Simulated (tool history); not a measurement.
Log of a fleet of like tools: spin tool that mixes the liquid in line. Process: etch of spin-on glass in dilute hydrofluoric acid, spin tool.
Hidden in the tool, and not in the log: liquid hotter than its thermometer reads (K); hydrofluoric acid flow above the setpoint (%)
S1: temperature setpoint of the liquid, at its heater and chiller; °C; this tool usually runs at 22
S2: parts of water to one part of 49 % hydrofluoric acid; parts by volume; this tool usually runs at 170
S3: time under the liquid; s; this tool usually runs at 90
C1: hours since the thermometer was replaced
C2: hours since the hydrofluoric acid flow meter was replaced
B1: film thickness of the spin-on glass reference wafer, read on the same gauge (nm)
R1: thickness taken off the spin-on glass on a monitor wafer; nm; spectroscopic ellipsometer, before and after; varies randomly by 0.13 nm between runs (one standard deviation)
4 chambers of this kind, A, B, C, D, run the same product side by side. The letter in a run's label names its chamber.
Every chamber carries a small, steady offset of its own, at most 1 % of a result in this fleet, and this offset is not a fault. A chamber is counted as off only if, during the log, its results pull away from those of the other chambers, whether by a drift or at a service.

run,hour,S1,S2,S3,C1,C2,B1,R1
1A,4.9,22,170,90,662.8,569.7,90.015,16.9550
2B,11.5,22,170,90,123.0,523.4,89.979,17.1110
# hour 12.3: chamber B: hydrofluoric acid flow meter replaced
3D,17.8,22,170,90,607.2,1036.3,89.961,17.1670
4C,23.3,22,170,90,730.2,447.2,89.984,17.2260
5A,33.1,22,170,90,691.0,597.9,90.003,16.9870
6D,40.8,22,170,90,630.2,1059.3,90.012,17.2900
7B,50.1,22,170,90,161.6,37.8,89.972,16.9520
8C,58.5,22,105,60,765.4,482.4,90.012,19.6300
9D,64.2,22,105,60,653.6,1082.7,89.975,20.0710
10A,71.5,22,105,60,729.4,636.3,89.996,19.5090
11B,77.1,22,105,60,188.6,64.8,90.010,19.2770
12C,83.7,22,170,90,790.6,507.6,89.991,17.2520
13C,93.5,22,170,90,800.4,517.4,90.029,17.1360
14B,101.3,22,170,90,212.8,89.0,90.000,16.9170
15D,108.5,22,170,90,697.9,1127.0,89.957,17.3250
16A,116.6,22,170,90,774.5,681.4,89.991,17.0070
17D,123.4,22,170,90,712.8,1141.9,89.978,17.5310
18C,128.1,22,170,90,835.0,552.0,89.981,17.2930
19B,133.3,22,170,90,244.8,121.0,90.016,16.6120
20A,138.3,22,170,90,796.2,703.1,89.979,16.9200
21D,147.3,22,170,90,736.7,1165.8,90.006,17.7840
22B,153.4,22,170,40,264.9,141.1,89.980,7.5545
# hour 162.0: chamber D: thermometer replaced
23A,163.1,22,170,40,821.0,727.9,90.004,7.5048
24C,169.6,22,170,40,876.5,593.5,90.008,7.5818
25A,177.6,22,170,40,835.5,742.4,90.005,7.5970
26C,187.8,22,170,90,894.7,611.7,90.026,17.1950
27D,196.2,22,170,90,34.3,1214.7,89.995,17.7990
28B,204.4,22,170,90,315.9,192.1,89.984,16.9270
29D,213.9,22,170,90,52.0,1232.4,90.002,18.1680

Decide between three cases: one chamber stands off from its peers, the gauge reading all wafers drifts, or nothing is wrong past each chamber's small offset. Where a chamber is off, say which and what most likely put it there.

One chamber, D, drifts off from the rest bit by bit.
What lies behind it: hydrofluoric acid flow above the setpoint (%) = 4.79.

Below are 4 candidate recipes for chamber D's next run, each the usual settings with a change, their results shown as question marks. Which of them brings D's results back in line with what the other chambers give on the usual settings?
Maximum distance from the other chambers' mean on the usual settings for a result to count as in line: R1 0.4700 nm
30D-1,221.3,22.0,180,90,,,,?
30D-2,221.3,22.0,170,80,,,,?
30D-3,221.3,23.5,170,90,,,,?
30D-4,221.3,22.0,155,90,,,,?

Mean of the other chambers on the usual settings: R1 16.9790 nm
run,R1
30D-1,16.7420
30D-2,15.9180
30D-3,18.9840
30D-4,19.9490
It is 30D-1 that realigns the chamber with its peers.
